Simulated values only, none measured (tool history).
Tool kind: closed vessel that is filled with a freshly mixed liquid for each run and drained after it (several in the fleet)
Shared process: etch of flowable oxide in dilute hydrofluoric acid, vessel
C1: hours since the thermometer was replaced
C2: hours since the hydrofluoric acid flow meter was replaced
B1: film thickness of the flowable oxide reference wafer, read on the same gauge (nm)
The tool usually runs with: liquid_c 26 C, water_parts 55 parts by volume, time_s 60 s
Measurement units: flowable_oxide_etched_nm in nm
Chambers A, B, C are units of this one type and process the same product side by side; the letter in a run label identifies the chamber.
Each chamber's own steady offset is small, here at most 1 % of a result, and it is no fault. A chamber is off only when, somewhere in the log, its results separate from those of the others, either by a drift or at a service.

{"run": "1A", "hour": 10.2, "liquid_c": 26, "water_parts": 55, "time_s": 60, "C1": 1161.9, "C2": 995.9, "B1": 140, "flowable_oxide_etched_nm": 85.007}
{"run": "2C", "hour": 16.4, "liquid_c": 26, "water_parts": 55, "time_s": 60, "C1": 1843, "C2": 1179.1, "B1": 139.99, "flowable_oxide_etched_nm": 86.206}
{"run": "3B", "hour": 23.5, "liquid_c": 26, "water_parts": 55, "time_s": 60, "C1": 738.9, "C2": 803.5, "B1": 139.98, "flowable_oxide_etched_nm": 86.111}
{"run": "4C", "hour": 28.6, "liquid_c": 26, "water_parts": 55, "time_s": 60, "C1": 1855.2, "C2": 1191.3, "B1": 140, "flowable_oxide_etched_nm": 86.102}
{"run": "5B", "hour": 39.4, "liquid_c": 26, "water_parts": 55, "time_s": 60, "C1": 754.8, "C2": 819.4, "B1": 140.03, "flowable_oxide_etched_nm": 86.442}
{"run": "6A", "hour": 50.4, "liquid_c": 26, "water_parts": 55, "time_s": 60, "C1": 1202.1, "C2": 1036.1, "B1": 139.98, "flowable_oxide_etched_nm": 85.67}
{"run": "7C", "hour": 58.5, "liquid_c": 26, "water_parts": 85, "time_s": 45, "C1": 1885.1, "C2": 1221.2, "B1": 140.08, "flowable_oxide_etched_nm": 39.928}
{"run": "8A", "hour": 65.4, "liquid_c": 26, "water_parts": 85, "time_s": 45, "C1": 1217.1, "C2": 1051.1, "B1": 139.99, "flowable_oxide_etched_nm": 40.257}
{"run": "9B", "hour": 70.5, "liquid_c": 26, "water_parts": 85, "time_s": 45, "C1": 785.9, "C2": 850.5, "B1": 139.96, "flowable_oxide_etched_nm": 40.19}
{"run": "10A", "hour": 75.9, "liquid_c": 26, "water_parts": 55, "time_s": 60, "C1": 1227.6, "C2": 1061.6, "B1": 139.99, "flowable_oxide_etched_nm": 85.39}
{"run": "11B", "hour": 83.9, "liquid_c": 26, "water_parts": 55, "time_s": 60, "C1": 799.3, "C2": 863.9, "B1": 140.02, "flowable_oxide_etched_nm": 85.574}
{"run": "12C", "hour": 95.3, "liquid_c": 26, "water_parts": 45, "time_s": 30, "C1": 1921.9, "C2": 1258, "B1": 139.99, "flowable_oxide_etched_nm": 53.58}
{"run": "13C", "hour": 102.8, "liquid_c": 26, "water_parts": 45, "time_s": 30, "C1": 1929.4, "C2": 1265.5, "B1": 140.03, "flowable_oxide_etched_nm": 53.144}
{"run": "14A", "hour": 111.3, "liquid_c": 26, "water_parts": 45, "time_s": 30, "C1": 1263, "C2": 1097, "B1": 140.02, "flowable_oxide_etched_nm": 52.891}
{"run": "15B", "hour": 117.4, "liquid_c": 26, "water_parts": 55, "time_s": 60, "C1": 832.8, "C2": 897.4, "B1": 140.01, "flowable_oxide_etched_nm": 85.111}
{"run": "16A", "hour": 128.7, "liquid_c": 26, "water_parts": 55, "time_s": 60, "C1": 1280.4, "C2": 1114.4, "B1": 139.96, "flowable_oxide_etched_nm": 84.767}
{"run": "17B", "hour": 139.2, "liquid_c": 26, "water_parts": 55, "time_s": 60, "C1": 854.6, "C2": 919.2, "B1": 140.03, "flowable_oxide_etched_nm": 85.072}
{"run": "18C", "hour": 150.3, "liquid_c": 26, "water_parts": 55, "time_s": 60, "C1": 1976.9, "C2": 1313, "B1": 140.01, "flowable_oxide_etched_nm": 86.625}
{"run": "19C", "hour": 156.3, "liquid_c": 26, "water_parts": 55, "time_s": 60, "C1": 1982.9, "C2": 1319, "B1": 140.02, "flowable_oxide_etched_nm": 87.181}
{"run": "20B", "hour": 164.9, "liquid_c": 26, "water_parts": 55, "time_s": 60, "C1": 880.3, "C2": 944.9, "B1": 139.94, "flowable_oxide_etched_nm": 85.139}
{"run": "21A", "hour": 175.2, "liquid_c": 26, "water_parts": 55, "time_s": 60, "C1": 1326.9, "C2": 1160.9, "B1": 139.98, "flowable_oxide_etched_nm": 85.766}
{"run": "22B", "hour": 180.2, "liquid_c": 26, "water_parts": 55, "time_s": 60, "C1": 895.6, "C2": 960.2, "B1": 139.97, "flowable_oxide_etched_nm": 85.958}
{"run": "23C", "hour": 191.3, "liquid_c": 26, "water_parts": 55, "time_s": 60, "C1": 2017.9, "C2": 1354, "B1": 139.99, "flowable_oxide_etched_nm": 85.831}
{"run": "24A", "hour": 198.8, "liquid_c": 30, "water_parts": 70, "time_s": 60, "C1": 1350.5, "C2": 1184.5, "B1": 140.03, "flowable_oxide_etched_nm": 78.062}
{"run": "25A", "hour": 209.9, "liquid_c": 30, "water_parts": 70, "time_s": 60, "C1": 1361.6, "C2": 1195.6, "B1": 139.98, "flowable_oxide_etched_nm": 77.116}
{"run": "26B", "hour": 219.2, "liquid_c": 30, "water_parts": 70, "time_s": 60, "C1": 934.6, "C2": 999.2, "B1": 139.97, "flowable_oxide_etched_nm": 78.373}

For the next run the whole fleet of 3 chambers uses the same settings. Give each chamber's results:
{"run": "27A", "hour": 227.5, "liquid_c": 23, "water_parts": 55, "time_s": 60, "flowable_oxide_etched_nm": "?"}
{"run": "27B", "hour": 227.5, "liquid_c": 23, "water_parts": 55, "time_s": 60, "flowable_oxide_etched_nm": "?"}
{"run": "27C", "hour": 227.5, "liquid_c": 23, "water_parts": 55, "time_s": 60, "flowable_oxide_etched_nm": "?"}

run=27A flowable_oxide_etched_nm=75.556
run=27B flowable_oxide_etched_nm=75.403
run=27C flowable_oxide_etched_nm=76.058
